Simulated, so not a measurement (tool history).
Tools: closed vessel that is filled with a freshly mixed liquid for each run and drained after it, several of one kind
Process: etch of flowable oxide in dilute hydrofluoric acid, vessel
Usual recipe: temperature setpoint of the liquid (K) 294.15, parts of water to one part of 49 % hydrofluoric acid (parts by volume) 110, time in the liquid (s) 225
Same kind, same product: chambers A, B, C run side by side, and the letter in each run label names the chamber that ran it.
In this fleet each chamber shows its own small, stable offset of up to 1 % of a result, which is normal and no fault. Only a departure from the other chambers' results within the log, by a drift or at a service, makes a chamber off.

run    day  temperature setpoint of the liquid (K)  parts of water to one part of 49 % hydrofluoric acid (parts by volume)  time in the liquid (s)  hours since the thermometer was replaced  hours since the hydrofluoric acid flow meter was replaced  read-back film thickness of the flowable oxide reference wafer, read on the same gauge (nm)  thickness taken off the flowable oxide on a monitor wafer (angstrom)
 1C  0.242                                  294.15                                                                     110                     225                                      35.1                                                       81.2                                                                                       129.99                                                                395.99
 2A  0.533                                  294.15                                                                     110                     225                                    1631.6                                                     2484.7                                                                                       130.02                                                                404.50
 3B  0.783                                  294.15                                                                     110                     225                                     623.8                                                      352.5                                                                                       130.00                                                                399.50
 4C  0.992                                  294.15                                                                     110                     225                                      53.1                                                       99.2                                                                                       130.00                                                                400.03
 5B  1.154                                  294.15                                                                      75                     300                                     632.7                                                      361.4                                                                                       129.99                                                                815.62
 6A  1.346                                  294.15                                                                      75                     300                                    1651.1                                                     2504.2                                                                                       130.00                                                                821.79
 7C  1.617                                  294.15                                                                      75                     300                                      68.1                                                      114.2                                                                                       129.99                                                                806.57
 8B  1.821                                  294.15                                                                     110                     225                                     648.7                                                      377.4                                                                                       130.03                                                                402.06
 9A  2.083                                  294.15                                                                     110                     225                                    1668.8                                                     2521.9                                                                                       130.01                                                                403.81
10C  2.225                                  292.65                                                                      55                     225                                      82.7                                                      128.8                                                                                       130.00                                                                796.09
11B  2.379                                  292.65                                                                      55                     225                                     662.1                                                      390.8                                                                                       130.01                                                                824.05
12A  2.550                                  292.65                                                                      55                     225                                    1680.0                                                     2533.1                                                                                       129.97                                                                810.58
13A  2.758                                  294.15                                                                     110                     225                                    1685.0                                                     2538.1                                                                                       129.99                                                                403.93
14C  3.050                                  294.15                                                                      80                     225                                     102.5                                                      148.6                                                                                       130.02                                                                563.17
15B  3.192                                  294.15                                                                      80                     225                                     681.6                                                      410.3                                                                                       130.01                                                                584.74
16C  3.450                                  294.15                                                                      80                     225                                     112.1                                                      158.2                                                                                       129.98                                                                566.65
17B  3.742                                  294.15                                                                     110                     225                                     694.8                                                      423.5                                                                                       130.00                                                                413.12
18A  4.017                                  294.15                                                                     110                     225                                    1715.2                                                     2568.3                                                                                       129.99                                                                407.57
19B  4.183                                  294.15                                                                     110                     225                                     705.4                                                      434.1                                                                                       129.99                                                                414.48
     4.429  -- chamber A: hydrofluoric acid flow meter replaced
20A  4.438                                  297.65                                                                     110                     225                                    1725.3                                                        0.3                                                                                       130.00                                                                463.53
21C  4.617                                  297.65                                                                     110                     225                                     140.1                                                      186.2                                                                                       130.00                                                                456.30
22C  4.771                                  297.65                                                                     110                     225                                     143.8                                                      189.9                                                                                       129.99                                                                457.14
23A  4.962                                  294.15                                                                     110                     225                                    1737.9                                                       12.9                                                                                       129.99                                                                399.50
24B  5.221                                  294.15                                                                     145                     225                                     730.3                                                      459.0                                                                                       130.01                                                                307.25
25C  5.512                                  294.15                                                                     145                     225                                     161.6                                                      207.7                                                                                       130.00                                                                292.32
26B  5.667                                  294.15                                                                     145                     225                                     741.0                                                      469.7                                                                                       130.00                                                                307.64
27A  5.900                                  294.15                                                                     110                     225                                    1760.4                                                       35.4                                                                                       129.99                                                                402.68
28B  6.083                                  291.65                                                                      60                     225                                     751.0                                                      479.7                                                                                       130.00                                                                748.41
29C  6.329                                  291.65                                                                      60                     225                                     181.2                                                      227.3                                                                                       129.98                                                                692.44
30A  6.521                                  291.65                                                                      60                     225                                    1775.3                                                       50.3                                                                                       130.02                                                                705.81
31B  6.662                                  294.15                                                                     110                     225                                     764.9                                                      493.6                                                                                       129.98                                                                431.48
32A  6.833                                  294.15                                                                     110                     225                                    1782.8                                                       57.8                                                                                       130.01                                                                405.96
33C  7.108                                  294.15                                                                     110                     225                                     199.9                                                      246.0                                                                                       130.02                                                                398.46

All chambers now run identical settings, listed one chamber a line with results as question marks. What results will each chamber show?
34A  7.321                                  294.15                                                                     160                     225                                                                                                                                                                                                                                                                       ?
34B  7.321                                  294.15                                                                     160                     225                                                                                                                                                                                                                                                                       ?
34C  7.321                                  294.15                                                                     160                     225                                                                                                                                                                                                                                                                       ?

run  thickness taken off the flowable oxide on a monitor wafer (angstrom)
34A                                                                265.25
34B                                                                279.55
34C                                                                260.21
